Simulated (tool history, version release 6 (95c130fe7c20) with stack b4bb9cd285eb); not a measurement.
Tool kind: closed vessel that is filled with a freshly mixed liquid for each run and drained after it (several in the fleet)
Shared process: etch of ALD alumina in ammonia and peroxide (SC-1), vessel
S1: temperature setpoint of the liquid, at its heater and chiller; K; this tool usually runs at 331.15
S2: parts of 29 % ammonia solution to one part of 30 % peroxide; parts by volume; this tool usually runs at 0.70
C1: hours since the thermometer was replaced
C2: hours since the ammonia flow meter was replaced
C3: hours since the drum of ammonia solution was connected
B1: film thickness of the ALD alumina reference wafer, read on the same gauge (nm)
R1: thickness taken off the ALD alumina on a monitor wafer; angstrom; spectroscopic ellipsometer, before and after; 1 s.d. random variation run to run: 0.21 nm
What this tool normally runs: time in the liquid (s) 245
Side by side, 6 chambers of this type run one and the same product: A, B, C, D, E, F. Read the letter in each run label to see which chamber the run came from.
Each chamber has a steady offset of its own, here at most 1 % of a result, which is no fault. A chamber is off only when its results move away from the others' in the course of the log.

run 1B hour=4.5 | S1=331.15 S2=0.70 time_in_the_liquid_(s)=245 | C1=222.0 C2=534.1 C3=677.5 | B1=49.942 | R1=219.88
run 2E hour=9.3 | S1=331.15 S2=0.70 time_in_the_liquid_(s)=245 | C1=1676.1 C2=113.3 C3=772.6 | B1=49.984 | R1=222.59
run 3A hour=15.1 | S1=331.15 S2=0.70 time_in_the_liquid_(s)=245 | C1=2108.3 C2=373.5 C3=928.0 | B1=49.991 | R1=221.73
run 4D hour=20.8 | S1=331.15 S2=0.70 time_in_the_liquid_(s)=245 | C1=1360.1 C2=74.1 C3=182.7 | B1=50.013 | R1=223.40
run 5C hour=28.0 | S1=331.15 S2=0.70 time_in_the_liquid_(s)=245 | C1=1338.1 C2=700.1 C3=630.3 | B1=50.002 | R1=221.78
-- hour=32.4 chamber F: thermometer replaced
run 6F hour=33.5 | S1=331.15 S2=0.70 time_in_the_liquid_(s)=245 | C1=1.2 C2=383.8 C3=280.0 | B1=50.033 | R1=224.16
run 7E hour=39.3 | S1=331.15 S2=0.70 time_in_the_liquid_(s)=245 | C1=1706.1 C2=143.3 C3=802.6 | B1=49.973 | R1=224.32
run 8C hour=46.6 | S1=331.15 S2=0.70 time_in_the_liquid_(s)=245 | C1=1356.7 C2=718.7 C3=648.9 | B1=50.058 | R1=221.40
run 9F hour=51.4 | S1=331.15 S2=0.70 time_in_the_liquid_(s)=245 | C1=19.1 C2=401.7 C3=297.9 | B1=50.020 | R1=222.77
run 10D hour=57.1 | S1=331.15 S2=0.70 time_in_the_liquid_(s)=245 | C1=1396.4 C2=110.4 C3=219.0 | B1=50.022 | R1=222.15
run 11B hour=60.7 | S1=331.15 S2=0.95 time_in_the_liquid_(s)=245 | C1=278.2 C2=590.3 C3=733.7 | B1=50.005 | R1=230.25
-- hour=60.8 chamber B: ammonia flow meter replaced
run 12A hour=64.4 | S1=331.15 S2=0.95 time_in_the_liquid_(s)=245 | C1=2157.6 C2=422.8 C3=977.3 | B1=50.035 | R1=225.90
run 13B hour=68.8 | S1=331.15 S2=0.95 time_in_the_liquid_(s)=245 | C1=286.3 C2=8.0 C3=741.8 | B1=50.007 | R1=233.35
run 14F hour=75.1 | S1=331.15 S2=0.95 time_in_the_liquid_(s)=245 | C1=42.8 C2=425.4 C3=321.6 | B1=50.032 | R1=229.90
run 15A hour=80.0 | S1=331.15 S2=0.95 time_in_the_liquid_(s)=245 | C1=2173.2 C2=438.4 C3=992.9 | B1=49.949 | R1=224.33
run 16E hour=84.8 | S1=331.15 S2=0.95 time_in_the_liquid_(s)=245 | C1=1751.6 C2=188.8 C3=848.1 | B1=50.016 | R1=228.81
run 17C hour=89.8 | S1=331.15 S2=0.70 time_in_the_liquid_(s)=245 | C1=1399.9 C2=761.9 C3=692.1 | B1=49.965 | R1=222.07
run 18D hour=94.6 | S1=331.15 S2=0.70 time_in_the_liquid_(s)=245 | C1=1433.9 C2=147.9 C3=256.5 | B1=49.997 | R1=223.37
run 19D hour=100.3 | S1=331.15 S2=0.70 time_in_the_liquid_(s)=245 | C1=1439.6 C2=153.6 C3=262.2 | B1=50.008 | R1=223.78
run 20F hour=103.5 | S1=331.15 S2=0.70 time_in_the_liquid_(s)=245 | C1=71.2 C2=453.8 C3=350.0 | B1=50.017 | R1=225.27
-- hour=107.1 chamber F: new drum of ammonia solution connected
run 21A hour=110.2 | S1=331.15 S2=0.70 time_in_the_liquid_(s)=245 | C1=2203.4 C2=468.6 C3=1023.1 | B1=50.007 | R1=221.86
run 22E hour=113.9 | S1=331.15 S2=0.70 time_in_the_liquid_(s)=245 | C1=1780.7 C2=217.9 C3=877.2 | B1=50.048 | R1=223.41
run 23C hour=117.8 | S1=331.15 S2=0.70 time_in_the_liquid_(s)=245 | C1=1427.9 C2=789.9 C3=720.1 | B1=49.978 | R1=215.51
-- hour=120.0 chamber A: new drum of ammonia solution connected
run 24B hour=121.9 | S1=331.15 S2=0.70 time_in_the_liquid_(s)=245 | C1=339.4 C2=61.1 C3=794.9 | B1=49.967 | R1=221.77
run 25A hour=128.0 | S1=331.15 S2=0.70 time_in_the_liquid_(s)=245 | C1=2221.2 C2=486.4 C3=8.1 | B1=49.996 | R1=223.27
run 26F hour=134.0 | S1=331.15 S2=0.70 time_in_the_liquid_(s)=245 | C1=101.7 C2=484.3 C3=27.0 | B1=50.001 | R1=225.06
run 27B hour=138.2 | S1=331.15 S2=0.70 time_in_the_liquid_(s)=245 | C1=355.7 C2=77.4 C3=811.2 | B1=49.972 | R1=219.21
run 28D hour=143.2 | S1=331.15 S2=0.70 time_in_the_liquid_(s)=245 | C1=1482.5 C2=196.5 C3=305.1 | B1=50.040 | R1=224.14
run 29C hour=149.6 | S1=331.15 S2=0.70 time_in_the_liquid_(s)=245 | C1=1459.7 C2=821.7 C3=751.9 | B1=50.038 | R1=207.60
run 30E hour=152.8 | S1=331.15 S2=1.00 time_in_the_liquid_(s)=370 | C1=1819.6 C2=256.8 C3=916.1 | B1=49.989 | R1=344.27
run 31E hour=156.8 | S1=331.15 S2=1.00 time_in_the_liquid_(s)=370 | C1=1823.6 C2=260.8 C3=920.1 | B1=49.931 | R1=343.06
run 32A hour=161.9 | S1=331.15 S2=1.00 time_in_the_liquid_(s)=370 | C1=2255.1 C2=520.3 C3=42.0 | B1=50.009 | R1=341.16
run 33B hour=166.9 | S1=331.15 S2=1.00 time_in_the_liquid_(s)=370 | C1=384.4 C2=106.1 C3=839.9 | B1=49.981 | R1=354.17
run 34C hour=174.0 | S1=331.15 S2=1.00 time_in_the_liquid_(s)=370 | C1=1484.1 C2=846.1 C3=776.3 | B1=49.963 | R1=321.42
run 35F hour=179.2 | S1=331.15 S2=1.00 time_in_the_liquid_(s)=370 | C1=146.9 C2=529.5 C3=72.2 | B1=50.032 | R1=352.43
run 36D hour=186.5 | S1=331.15 S2=0.70 time_in_the_liquid_(s)=245 | C1=1525.8 C2=239.8 C3=348.4 | B1=50.040 | R1=224.29
run 37E hour=190.9 | S1=331.15 S2=0.70 time_in_the_liquid_(s)=245 | C1=1857.7 C2=294.9 C3=954.2 | B1=49.975 | R1=222.97
run 38D hour=197.4 | S1=331.15 S2=0.70 time_in_the_liquid_(s)=245 | C1=1536.7 C2=250.7 C3=359.3 | B1=49.973 | R1=218.29
-- hour=197.5 chamber E: thermometer replaced
run 39B hour=203.6 | S1=331.15 S2=0.70 time_in_the_liquid_(s)=245 | C1=421.1 C2=142.8 C3=876.6 | B1=49.991 | R1=220.96
run 40C hour=207.5 | S1=331.15 S2=0.70 time_in_the_liquid_(s)=245 | C1=1517.6 C2=879.6 C3=809.8 | B1=50.006 | R1=199.94
run 41A hour=212.4 | S1=331.15 S2=0.70 time_in_the_liquid_(s)=245 | C1=2305.6 C2=570.8 C3=92.5 | B1=50.012 | R1=220.97
run 42F hour=216.7 | S1=331.15 S2=0.70 time_in_the_liquid_(s)=245 | C1=184.4 C2=567.0 C3=109.7 | B1=49.988 | R1=219.40
run 43E hour=222.0 | S1=331.15 S2=0.70 time_in_the_liquid_(s)=245 | C1=24.6 C2=326.0 C3=985.3 | B1=49.963 | R1=222.39
run 44C hour=226.3 | S1=331.15 S2=0.70 time_in_the_liquid_(s)=245 | C1=1536.4 C2=898.4 C3=828.6 | B1=49.989 | R1=195.90

Next, all 6 chambers run the settings below, one line each with question marks for the results. What does each chamber give?
run 45A hour=231.6 | S1=331.15 S2=0.85 time_in_the_liquid_(s)=245 | R1=?
run 45B hour=231.6 | S1=331.15 S2=0.85 time_in_the_liquid_(s)=245 | R1=?
run 45C hour=231.6 | S1=331.15 S2=0.85 time_in_the_liquid_(s)=245 | R1=?
run 45D hour=231.6 | S1=331.15 S2=0.85 time_in_the_liquid_(s)=245 | R1=?
run 45E hour=231.6 | S1=331.15 S2=0.85 time_in_the_liquid_(s)=245 | R1=?
run 45F hour=231.6 | S1=331.15 S2=0.85 time_in_the_liquid_(s)=245 | R1=?

run=45A R1=223.96
run=45B R1=225.49
run=45C R1=198.67
run=45D R1=225.39
run=45E R1=223.07
run=45F R1=229.16

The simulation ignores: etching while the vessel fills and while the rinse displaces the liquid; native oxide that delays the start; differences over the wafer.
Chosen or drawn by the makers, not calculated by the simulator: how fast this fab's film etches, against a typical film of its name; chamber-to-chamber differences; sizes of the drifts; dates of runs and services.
